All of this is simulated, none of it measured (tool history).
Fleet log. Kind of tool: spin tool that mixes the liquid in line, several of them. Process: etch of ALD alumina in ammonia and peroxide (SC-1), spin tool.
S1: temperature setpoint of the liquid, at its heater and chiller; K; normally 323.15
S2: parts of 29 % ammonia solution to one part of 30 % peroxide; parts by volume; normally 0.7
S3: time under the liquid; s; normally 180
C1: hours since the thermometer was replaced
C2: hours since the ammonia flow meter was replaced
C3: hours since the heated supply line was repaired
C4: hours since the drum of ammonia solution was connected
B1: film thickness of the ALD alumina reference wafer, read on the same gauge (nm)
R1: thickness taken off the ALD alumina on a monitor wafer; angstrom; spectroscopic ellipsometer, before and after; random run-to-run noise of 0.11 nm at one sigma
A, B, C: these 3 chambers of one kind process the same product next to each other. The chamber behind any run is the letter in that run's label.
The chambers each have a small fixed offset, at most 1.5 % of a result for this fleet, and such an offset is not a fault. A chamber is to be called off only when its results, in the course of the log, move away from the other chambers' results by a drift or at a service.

run,day,S1,S2,S3,C1,C2,C3,C4,B1,R1
1B,0.162,323.15,0.7,180,1451.1,460.6,3473,316.1,30.011,120.4
2C,0.308,323.15,0.7,180,926.3,1223,165.1,140.7,30.016,122.26
3A,0.538,323.15,0.7,180,871.8,102.1,856.9,75.9,30.008,120.64
4B,0.746,323.15,0.7,180,1465.1,474.6,3487,330.1,30.003,121.33
5A,0.954,323.15,0.7,180,881.8,112.1,866.9,85.9,29.996,120.92
6C,1.079,323.15,0.7,180,944.8,1241.5,183.6,159.2,29.991,122.16
7C,1.2,323.15,0.7,180,947.7,1244.4,186.5,162.1,30.001,121.43
8A,1.421,323.15,0.7,180,893,123.3,878.1,97.1,30.014,119.58
9B,1.567,323.15,0.7,180,1484.8,494.3,3506.7,349.8,30.007,120.45
10B,1.779,323.15,0.7,180,1489.9,499.4,3511.8,354.9,30.005,121.96
11A,1.971,323.15,0.7,180,906.2,136.5,891.3,110.3,29.958,122.67
12C,2.142,323.15,0.45,180,970.3,1267,209.1,184.7,29.99,116.74
# day 2.221: chamber C: thermometer replaced
13B,2.246,323.15,0.45,180,1501.1,510.6,3523,366.1,30.004,115.86
14C,2.45,323.15,0.45,180,5.5,1274.4,216.5,192.1,29.988,116.53
15A,2.658,323.15,0.7,180,922.7,153,907.8,126.8,29.997,121.46
16B,2.779,323.15,0.7,180,1513.9,523.4,3535.8,378.9,30.008,122.39
17A,2.967,323.15,0.7,180,930.1,160.4,915.2,134.2,29.997,120.85
18C,3.183,323.15,0.7,180,23.1,1292,234.1,209.7,29.975,121.27
19C,3.383,323.15,0.7,180,27.9,1296.8,238.9,214.5,30,122.1
20A,3.588,323.15,0.7,180,945,175.3,930.1,149.1,30.032,120.51
21B,3.725,323.15,0.7,180,1536.6,546.1,3558.5,401.6,29.998,121.2
22B,3.833,323.15,0.35,180,1539.2,548.7,3561.1,404.2,30.015,113.64
23C,4.004,323.15,0.35,180,42.8,1311.7,253.8,229.4,29.998,114.29
24A,4.242,323.15,0.35,180,960.7,191,945.8,164.8,29.974,113.44
25B,4.438,323.15,0.7,180,1553.7,563.2,3575.6,418.7,30.011,123.49
26C,4.671,323.15,0.7,180,58.8,1327.7,269.8,245.4,30.009,121.89
27A,4.812,323.15,0.7,180,974.4,204.7,959.5,178.5,29.98,120.26
28C,5.029,323.15,0.7,180,67.4,1336.3,278.4,254,29.989,120.08

The same settings go to every chamber for the next run, one line per chamber below. Forecast the results for each:
29A,5.2,323.15,0.7,180,,,,,,?
29B,5.2,323.15,0.7,180,,,,,,?
29C,5.2,323.15,0.7,180,,,,,,?

run,R1
29A,121.08
29B,120.18
29C,120.69

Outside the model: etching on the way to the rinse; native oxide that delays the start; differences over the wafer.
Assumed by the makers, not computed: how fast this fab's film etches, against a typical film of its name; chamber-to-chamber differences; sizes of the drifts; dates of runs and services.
